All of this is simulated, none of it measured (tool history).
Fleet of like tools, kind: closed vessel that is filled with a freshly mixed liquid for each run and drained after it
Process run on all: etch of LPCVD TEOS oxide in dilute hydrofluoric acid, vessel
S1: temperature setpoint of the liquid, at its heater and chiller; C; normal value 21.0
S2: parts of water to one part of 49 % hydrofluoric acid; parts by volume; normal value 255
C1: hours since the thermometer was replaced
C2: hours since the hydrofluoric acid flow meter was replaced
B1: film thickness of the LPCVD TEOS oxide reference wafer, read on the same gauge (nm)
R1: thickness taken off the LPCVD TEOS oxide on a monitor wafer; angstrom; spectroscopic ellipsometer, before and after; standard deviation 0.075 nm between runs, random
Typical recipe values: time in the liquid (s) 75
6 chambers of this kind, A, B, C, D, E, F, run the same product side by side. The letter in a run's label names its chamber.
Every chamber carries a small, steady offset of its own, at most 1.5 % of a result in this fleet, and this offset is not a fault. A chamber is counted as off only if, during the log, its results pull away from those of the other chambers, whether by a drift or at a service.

Run 1B, hour 6.1: usual settings; C1 1553.2; C2 1038.8; B1 79.997. Result: R1 87.789 angstrom.
Run 2D, hour 9.7: usual settings; C1 1047.3; C2 1110.5; B1 80.006. Result: R1 87.304 angstrom.
Run 3F, hour 17.6: usual settings; C1 1480.3; C2 1188.7; B1 79.996. Result: R1 89.039 angstrom.
Run 4A, hour 21.8: usual settings; C1 185.9; C2 1022.8; B1 80.027. Result: R1 88.356 angstrom.
Run 5C, hour 28.3: usual settings; C1 2189.6; C2 1093.7; B1 80.043. Result: R1 89.146 angstrom.
Run 6E, hour 33.0: usual settings; C1 1375.8; C2 545.5; B1 80.000. Result: R1 88.318 angstrom.
Run 7F, hour 39.6: usual settings; C1 1502.3; C2 1210.7; B1 80.032. Result: R1 86.976 angstrom.
Run 8A, hour 45.8: usual settings but S1 17.0 C, time in the liquid (s) 30; C1 209.9; C2 1046.8; B1 80.016. Result: R1 30.474 angstrom.
Run 9D, hour 52.2: usual settings but S1 17.0 C, time in the liquid (s) 30; C1 1089.8; C2 1153.0; B1 80.030. Result: R1 30.082 angstrom.
Run 10B, hour 58.2: usual settings but S1 17.0 C, time in the liquid (s) 30; C1 1605.3; C2 1090.9; B1 79.980. Result: R1 29.922 angstrom.
Run 11C, hour 62.3: usual settings but S1 17.0 C, time in the liquid (s) 30; C1 2223.6; C2 1127.7; B1 79.997. Result: R1 30.778 angstrom.
Run 12E, hour 66.2: usual settings but S1 17.0 C, time in the liquid (s) 30; C1 1409.0; C2 578.7; B1 79.990. Result: R1 30.062 angstrom.
Run 13D, hour 70.9: usual settings but S1 17.0 C, time in the liquid (s) 30; C1 1108.5; C2 1171.7; B1 80.027. Result: R1 30.095 angstrom.
Run 14F, hour 75.3: usual settings; C1 1538.0; C2 1246.4; B1 80.024. Result: R1 89.403 angstrom.
Run 15E, hour 82.1: usual settings; C1 1424.9; C2 594.6; B1 80.033. Result: R1 88.171 angstrom.
Run 16B, hour 88.2: usual settings; C1 1635.3; C2 1120.9; B1 80.014. Result: R1 90.387 angstrom.
Run 17A, hour 95.1: usual settings; C1 259.2; C2 1096.1; B1 80.038. Result: R1 88.646 angstrom.
Run 18C, hour 99.0: usual settings; C1 2260.3; C2 1164.4; B1 79.975. Result: R1 90.970 angstrom.
Run 19C, hour 104.7: usual settings; C1 2266.0; C2 1170.1; B1 80.008. Result: R1 90.091 angstrom.
At hour 109.6: chamber C: thermometer replaced.
Run 20B, hour 111.6: usual settings but S1 23.0 C, S2 215 parts by volume; C1 1658.7; C2 1144.3; B1 80.007. Result: R1 117.200 angstrom.
At hour 114.0: chamber E: hydrofluoric acid flow meter replaced.
Run 21A, hour 119.7: usual settings but S1 23.0 C, S2 215 parts by volume; C1 283.8; C2 1120.7; B1 80.034. Result: R1 116.830 angstrom.
Run 22D, hour 127.2: usual settings but S1 23.0 C, S2 215 parts by volume; C1 1164.8; C2 1228.0; B1 80.015. Result: R1 116.690 angstrom.
Run 23E, hour 134.4: usual settings but S1 23.0 C, S2 215 parts by volume; C1 1477.2; C2 20.4; B1 80.029. Result: R1 114.570 angstrom.
Run 24F, hour 138.9: usual settings but S1 23.0 C, S2 215 parts by volume; C1 1601.6; C2 1310.0; B1 80.042. Result: R1 118.110 angstrom.
Run 25C, hour 147.1: usual settings but S1 23.0 C, S2 215 parts by volume; C1 37.5; C2 1212.5; B1 80.007. Result: R1 122.950 angstrom.
Run 26E, hour 153.8: usual settings; C1 1496.6; C2 39.8; B1 80.008. Result: R1 87.209 angstrom.
Run 27B, hour 160.1: usual settings; C1 1707.2; C2 1192.8; B1 79.989. Result: R1 89.023 angstrom.
Run 28F, hour 165.1: usual settings; C1 1627.8; C2 1336.2; B1 79.988. Result: R1 88.032 angstrom.
Run 29A, hour 170.1: usual settings; C1 334.2; C2 1171.1; B1 80.009. Result: R1 88.133 angstrom.
Run 30D, hour 175.2: usual settings; C1 1212.8; C2 1276.0; B1 80.011. Result: R1 86.258 angstrom.
Run 31F, hour 182.6: usual settings; C1 1645.3; C2 1353.7; B1 79.992. Result: R1 87.163 angstrom.
Run 32A, hour 189.8: usual settings but S1 22.5 C, time in the liquid (s) 95; C1 353.9; C2 1190.8; B1 80.009. Result: R1 118.340 angstrom.
Run 33B, hour 195.8: usual settings but S1 22.5 C, time in the liquid (s) 95; C1 1742.9; C2 1228.5; B1 80.009. Result: R1 117.180 angstrom.
Run 34E, hour 202.8: usual settings but S1 22.5 C, time in the liquid (s) 95; C1 1545.6; C2 88.8; B1 80.012. Result: R1 115.620 angstrom.
Run 35C, hour 209.1: usual settings but S1 22.5 C, time in the liquid (s) 95; C1 99.5; C2 1274.5; B1 79.985. Result: R1 130.810 angstrom.
Run 36D, hour 213.5: usual settings but S1 22.5 C, time in the liquid (s) 95; C1 1251.1; C2 1314.3; B1 79.997. Result: R1 117.100 angstrom.
Run 37A, hour 221.6: usual settings but S1 22.5 C, time in the liquid (s) 95; C1 385.7; C2 1222.6; B1 79.982. Result: R1 118.900 angstrom.
Run 38F, hour 228.7: usual settings; C1 1691.4; C2 1399.8; B1 80.009. Result: R1 88.600 angstrom.
Run 39D, hour 233.0: usual settings; C1 1270.6; C2 1333.8; B1 79.975. Result: R1 88.113 angstrom.
Run 40C, hour 238.7: usual settings; C1 129.1; C2 1304.1; B1 79.984. Result: R1 97.859 angstrom.
Run 41B, hour 243.6: usual settings; C1 1790.7; C2 1276.3; B1 79.989. Result: R1 88.797 angstrom.

Has any chamber moved away from the others, gradually or after a service, or does the common gauge drift, or do the chambers differ only by their own small steady offsets? State the chamber and the most likely cause if one applies.

Chamber C drifts away from the others.
Likeliest cause: hydrofluoric acid flow above the setpoint (%) = 8.23.

Here are 4 candidates for chamber C's next run, each the usual settings with a change, their results left as question marks. Which one brings its results back in line with what the others give on the usual settings?
A result is in line if it is within this distance of the other chambers' mean on the usual settings: R1 2.600 angstrom
Run 42C-1, hour 249.5: usual settings but S2 245 parts by volume. Result: R1 ?.
Run 42C-2, hour 249.5: usual settings but S1 20.0 C. Result: R1 ?.
Run 42C-3, hour 249.5: usual settings but S1 18.0 C. Result: R1 ?.
Run 42C-4, hour 249.5: usual settings but S1 24.0 C. Result: R1 ?.

What the other chambers average on the usual settings: R1 88.039 angstrom
  run       R1
42C-1  102.570
42C-2   94.131
42C-3   87.162
42C-4  109.170
42C-3 puts the chamber back in line with the other chambers.
